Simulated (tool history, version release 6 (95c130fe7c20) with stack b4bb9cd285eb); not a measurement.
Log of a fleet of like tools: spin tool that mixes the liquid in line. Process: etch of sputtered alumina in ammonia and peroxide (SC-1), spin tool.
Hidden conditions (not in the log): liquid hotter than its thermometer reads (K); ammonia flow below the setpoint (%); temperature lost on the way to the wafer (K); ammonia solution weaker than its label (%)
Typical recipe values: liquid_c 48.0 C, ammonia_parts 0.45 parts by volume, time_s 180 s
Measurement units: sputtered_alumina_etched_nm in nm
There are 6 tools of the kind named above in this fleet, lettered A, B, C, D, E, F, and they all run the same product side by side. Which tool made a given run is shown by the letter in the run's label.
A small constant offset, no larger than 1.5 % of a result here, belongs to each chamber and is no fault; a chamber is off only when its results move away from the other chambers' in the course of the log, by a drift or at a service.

run    day  liquid_c  ammonia_parts  time_s  hours since the thermometer was replaced  hours since the ammonia flow meter was replaced  hours since the heated supply line was repaired  hours since the drum of ammonia solution was connected  read-back film thickness of the sputtered alumina reference wafer, read on the same gauge (nm)  sputtered_alumina_etched_nm
 1B  0.183      48.0           0.45     180                                     150.5                                            189.5                                            782.0                                                   130.6                                                                                          39.988                       8.5357
 2E  0.400      48.0           0.45     180                                    1373.7                                            468.1                                           1749.1                                                   831.6                                                                                          40.017                       8.5758
 3C  0.700      48.0           0.45     180                                     957.2                                            191.9                                           2136.3                                                    74.1                                                                                          40.029                       8.5922
 4D  0.971      48.0           0.45     180                                    1505.4                                            507.4                                            612.0                                                   219.0                                                                                          39.971                       8.6582
     0.988  -- chamber F: new drum of ammonia solution connected
 5A  1.150      48.0           0.45     180                                    1642.0                                            264.6                                            775.5                                                   158.9                                                                                          40.005                       8.3656
 6F  1.371      48.0           0.45     180                                     812.6                                           1504.2                                            889.0                                                     9.3                                                                                          39.980                       8.4969
     1.508  -- chamber E: ammonia flow meter replaced
     1.558  -- chamber F: ammonia flow meter replaced
 7E  1.679      48.0           0.45     180                                    1404.4                                              4.2                                           1779.8                                                   862.3                                                                                          39.969                       8.6694
 8A  1.829      48.0           0.45     180                                    1658.3                                            280.9                                            791.8                                                   175.2                                                                                          39.974                       8.4304
 9D  1.992      48.0           0.45     180                                    1529.9                                            531.9                                            636.5                                                   243.5                                                                                          39.955                       8.6232
10C  2.162      48.0           0.45     180                                     992.3                                            227.0                                           2171.4                                                   109.2                                                                                          39.941                       8.6256
11B  2.438      48.0           0.45     180                                     204.6                                            243.6                                            836.1                                                   184.7                                                                                          39.984                       8.5665
12F  2.696      48.0           0.45     180                                     844.4                                             27.4                                            920.8                                                    41.1                                                                                          40.029                       8.6381
13F  2.875      48.0           0.45     180                                     848.7                                             31.7                                            925.1                                                    45.4                                                                                          40.028                       8.5578
14E  3.146      48.0           0.45     180                                    1439.6                                             39.4                                           1815.0                                                   897.5                                                                                          39.967                       8.5232
15C  3.333      48.0           0.45     180                                    1020.4                                            255.1                                           2199.5                                                   137.3                                                                                          40.029                       8.5995
16D  3.642      48.0           0.45     180                                    1569.5                                            571.5                                            676.1                                                   283.1                                                                                          40.023                       8.6308
17A  3.842      48.0           0.45     180                                    1706.6                                            329.2                                            840.1                                                   223.5                                                                                          40.030                       8.5247
18B  4.029      48.0           0.60     275                                     242.8                                            281.8                                            874.3                                                   222.9                                                                                          39.959                      13.6990
19B  4.188      48.0           0.60     275                                     246.6                                            285.6                                            878.1                                                   226.7                                                                                          40.045                      13.2760
20E  4.429      48.0           0.60     275                                    1470.4                                             70.2                                           1845.8                                                   928.3                                                                                          39.962                      13.2210
21F  4.592      48.0           0.60     275                                     889.9                                             72.9                                            966.3                                                    86.6                                                                                          39.985                      13.9740
22D  4.771      48.0           0.60     275                                    1596.6                                            598.6                                            703.2                                                   310.2                                                                                          39.994                      13.7640
23C  4.992      48.0           0.60     275                                    1060.2                                            294.9                                           2239.3                                                   177.1                                                                                          39.961                      13.3910
24A  5.138      44.0           0.45     180                                    1737.7                                            360.3                                            871.2                                                   254.6                                                                                          39.991                       6.8367
25F  5.338      44.0           0.45     180                                     907.8                                             90.8                                            984.2                                                   104.5                                                                                          40.046                       7.0241
26C  5.558      44.0           0.45     180                                    1073.8                                            308.5                                           2252.9                                                   190.7                                                                                          39.963                       6.9170
27B  5.779      44.0           0.45     180                                     284.8                                            323.8                                            916.3                                                   264.9                                                                                          40.053                       6.8424
28A  5.954      44.0           0.45     180                                    1757.3                                            379.9                                            890.8                                                   274.2                                                                                          40.014                       6.8134
29D  6.254      44.0           0.45     180                                    1632.2                                            634.2                                            738.8                                                   345.8                                                                                          39.968                       6.9503
30E  6.446      48.0           0.45     180                                    1518.8                                            118.6                                           1894.2                                                   976.7                                                                                          39.992                       8.6232
     6.592  -- chamber F: heated supply line repaired
31B  6.633      48.0           0.45     180                                     305.3                                            344.3                                            936.8                                                   285.4                                                                                          39.980                       8.5214
     6.796  -- chamber A: heated supply line repaired
32A  6.858      48.0           0.45     180                                    1779.0                                            401.6                                              1.6                                                   295.9                                                                                          40.050                       8.5019
     6.979  -- chamber E: new drum of ammonia solution connected
33F  7.146      48.0           0.45     180                                     951.2                                            134.2                                             13.4                                                   147.9                                                                                          40.007                       9.1860
34C  7.300      48.0           0.45     180                                    1115.6                                            350.3                                           2294.7                                                   232.5                                                                                          39.964                       8.6118
35E  7.517      48.0           0.45     180                                    1544.5                                            144.3                                           1919.9                                                    12.9                                                                                          40.023                       8.6333
36D  7.775      48.0           0.45     180                                    1668.7                                            670.7                                            775.3                                                   382.3                                                                                          39.983                       8.5647
37D  8.050      48.0           0.45     180                                    1675.3                                            677.3                                            781.9                                                   388.9                                                                                          39.929                       8.7843
38F  8.288      48.0           0.45     180                                     978.6                                            161.6                                             40.8                                                   175.3                                                                                          39.987                       9.3509
39B  8.592      51.5           0.45     180                                     352.3                                            391.3                                            983.8                                                   332.4                                                                                          39.957                      10.3850

Has any chamber moved away from the others, gradually or after a service, or does the common gauge drift, or do the chambers differ only by their own small steady offsets? State the chamber and the most likely cause if one applies.

Chamber F drifts away from the others.
Most likely cause: liquid hotter than its thermometer reads (K) = 1.78.

Chamber F could run next with any of the 4 candidate recipes listed below; each alters the usual settings, and their results appear as question marks. Which one brings its results back in line with what the other chambers deliver on the usual settings?
In-line tolerance around the mean of the other chambers on the usual settings: sputtered_alumina_etched_nm 0.2600 nm
40F-1  8.812      48.5           0.45     190                                                                                                                                                                                                                                                                                                                                ?
40F-2  8.812      47.5           0.45     180                                                                                                                                                                                                                                                                                                                                ?
40F-3  8.812      48.5           0.45     180                                                                                                                                                                                                                                                                                                                                ?
40F-4  8.812      48.0           0.45     165                                                                                                                                                                                                                                                                                                                                ?

The other chambers' mean on the usual settings: sputtered_alumina_etched_nm 8.5852 nm
  run  sputtered_alumina_etched_nm
40F-1                      10.1960
40F-2                       9.1419
40F-3                       9.6597
40F-4                       8.6145
40F-4 puts the chamber back in line with the other chambers.
